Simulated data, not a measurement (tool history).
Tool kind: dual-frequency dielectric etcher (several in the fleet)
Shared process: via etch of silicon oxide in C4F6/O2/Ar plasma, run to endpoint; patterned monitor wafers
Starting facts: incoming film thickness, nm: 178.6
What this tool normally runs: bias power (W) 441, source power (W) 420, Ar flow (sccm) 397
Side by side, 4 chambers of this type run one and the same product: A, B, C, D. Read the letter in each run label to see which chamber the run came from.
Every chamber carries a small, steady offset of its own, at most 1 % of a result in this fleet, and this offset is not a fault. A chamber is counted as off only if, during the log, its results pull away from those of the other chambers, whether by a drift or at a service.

-- hour=12.9 chamber C: wet clean of the chamber
run 1C hour=13.5 | bias_power_(W)=441 source_power_(W)=420 Ar_flow_(sccm)=397 | endpoint_time_(s)=42.054
run 2B hour=21.8 | bias_power_(W)=441 source_power_(W)=420 Ar_flow_(sccm)=397 | endpoint_time_(s)=41.899
run 3D hour=29.3 | bias_power_(W)=441 source_power_(W)=420 Ar_flow_(sccm)=397 | endpoint_time_(s)=41.945
run 4A hour=36.4 | bias_power_(W)=441 source_power_(W)=420 Ar_flow_(sccm)=397 | endpoint_time_(s)=41.092
run 5C hour=43.5 | bias_power_(W)=441 source_power_(W)=420 Ar_flow_(sccm)=397 | endpoint_time_(s)=41.811
run 6B hour=50.7 | bias_power_(W)=441 source_power_(W)=420 Ar_flow_(sccm)=397 | endpoint_time_(s)=42.023
run 7A hour=64 | bias_power_(W)=441 source_power_(W)=420 Ar_flow_(sccm)=397 | endpoint_time_(s)=41.469
run 8D hour=74.6 | bias_power_(W)=441 source_power_(W)=420 Ar_flow_(sccm)=397 | endpoint_time_(s)=41.724
run 9B hour=83 | bias_power_(W)=441 source_power_(W)=420 Ar_flow_(sccm)=397 | endpoint_time_(s)=41.948
-- hour=95.6 chamber A: source power generator calibrated
run 10C hour=98 | bias_power_(W)=441 source_power_(W)=420 Ar_flow_(sccm)=397 | endpoint_time_(s)=42.152
run 11D hour=106.6 | bias_power_(W)=441 source_power_(W)=420 Ar_flow_(sccm)=397 | endpoint_time_(s)=41.935
run 12A hour=119.7 | bias_power_(W)=441 source_power_(W)=420 Ar_flow_(sccm)=397 | endpoint_time_(s)=41.33
run 13A hour=127.8 | bias_power_(W)=441 source_power_(W)=420 Ar_flow_(sccm)=397 | endpoint_time_(s)=41.151
run 14D hour=138.4 | bias_power_(W)=441 source_power_(W)=500 Ar_flow_(sccm)=440 | endpoint_time_(s)=39.626
run 15B hour=147.7 | bias_power_(W)=441 source_power_(W)=500 Ar_flow_(sccm)=440 | endpoint_time_(s)=40.005
run 16C hour=157 | bias_power_(W)=441 source_power_(W)=500 Ar_flow_(sccm)=440 | endpoint_time_(s)=39.84
run 17A hour=170.4 | bias_power_(W)=441 source_power_(W)=500 Ar_flow_(sccm)=440 | endpoint_time_(s)=39.261
run 18C hour=185 | bias_power_(W)=370 source_power_(W)=420 Ar_flow_(sccm)=446 | endpoint_time_(s)=45.324
run 19D hour=193.3 | bias_power_(W)=370 source_power_(W)=420 Ar_flow_(sccm)=446 | endpoint_time_(s)=45.139
run 20B hour=208.1 | bias_power_(W)=370 source_power_(W)=420 Ar_flow_(sccm)=446 | endpoint_time_(s)=45.433
-- hour=215.2 chamber D: wet clean of the chamber
run 21A hour=219.8 | bias_power_(W)=370 source_power_(W)=420 Ar_flow_(sccm)=446 | endpoint_time_(s)=44.737
run 22C hour=228.5 | bias_power_(W)=441 source_power_(W)=420 Ar_flow_(sccm)=397 | endpoint_time_(s)=41.753
run 23B hour=243.1 | bias_power_(W)=441 source_power_(W)=420 Ar_flow_(sccm)=397 | endpoint_time_(s)=42.474
run 24D hour=250.9 | bias_power_(W)=441 source_power_(W)=420 Ar_flow_(sccm)=397 | endpoint_time_(s)=41.64
run 25A hour=257.5 | bias_power_(W)=441 source_power_(W)=420 Ar_flow_(sccm)=397 | endpoint_time_(s)=41.55
run 26D hour=266.2 | bias_power_(W)=441 source_power_(W)=420 Ar_flow_(sccm)=397 | endpoint_time_(s)=41.86
run 27C hour=281 | bias_power_(W)=369 source_power_(W)=370 Ar_flow_(sccm)=397 | endpoint_time_(s)=47.213
run 28B hour=290.3 | bias_power_(W)=369 source_power_(W)=370 Ar_flow_(sccm)=397 | endpoint_time_(s)=47.512
-- hour=297.5 chamber B: Ar flow controller replaced
run 29B hour=302.2 | bias_power_(W)=369 source_power_(W)=370 Ar_flow_(sccm)=397 | endpoint_time_(s)=47.92
run 30C hour=316.3 | bias_power_(W)=369 source_power_(W)=370 Ar_flow_(sccm)=397 | endpoint_time_(s)=46.79
run 31A hour=331.2 | bias_power_(W)=441 source_power_(W)=420 Ar_flow_(sccm)=397 | endpoint_time_(s)=41.381
run 32D hour=338 | bias_power_(W)=441 source_power_(W)=420 Ar_flow_(sccm)=397 | endpoint_time_(s)=41.46
run 33C hour=349.1 | bias_power_(W)=441 source_power_(W)=350 Ar_flow_(sccm)=443 | endpoint_time_(s)=45.534
run 34B hour=355.9 | bias_power_(W)=441 source_power_(W)=350 Ar_flow_(sccm)=443 | endpoint_time_(s)=46.709
run 35D hour=370.3 | bias_power_(W)=441 source_power_(W)=350 Ar_flow_(sccm)=443 | endpoint_time_(s)=45.246

What goes on in this fleet: one chamber off, a drifting gauge, or nothing beyond the chambers' own small offsets? Name the chamber and the cause, if any.

Little by little, chamber B moves away from the other chambers.
What lies behind it: etch rate under this chamber's usual, % = 2.78.

Below are 4 candidate recipes for chamber B's next run, each the usual settings with a change, their results shown as question marks. Which of them brings B's results back in line with what the other chambers give on the usual settings?
In-line tolerance around the mean of the other chambers on the usual settings: endpoint time (s) 0.56
run 36B-1 hour=381.1 | bias_power_(W)=402 source_power_(W)=420 Ar_flow_(sccm)=408 | endpoint_time_(s)=?
run 36B-2 hour=381.1 | bias_power_(W)=462 source_power_(W)=440 Ar_flow_(sccm)=391 | endpoint_time_(s)=?
run 36B-3 hour=381.1 | bias_power_(W)=395 source_power_(W)=380 Ar_flow_(sccm)=409 | endpoint_time_(s)=?
run 36B-4 hour=381.1 | bias_power_(W)=441 source_power_(W)=510 Ar_flow_(sccm)=397 | endpoint_time_(s)=?

Average result of the remaining chambers running the usual settings: endpoint time (s) 41.713
run=36B-1 endpoint_time_(s)=44.854
run=36B-2 endpoint_time_(s)=41.663
run=36B-3 endpoint_time_(s)=46.898
run=36B-4 endpoint_time_(s)=40.169
The right change is 36B-2: it brings the chamber back within the allowed miss of the others.
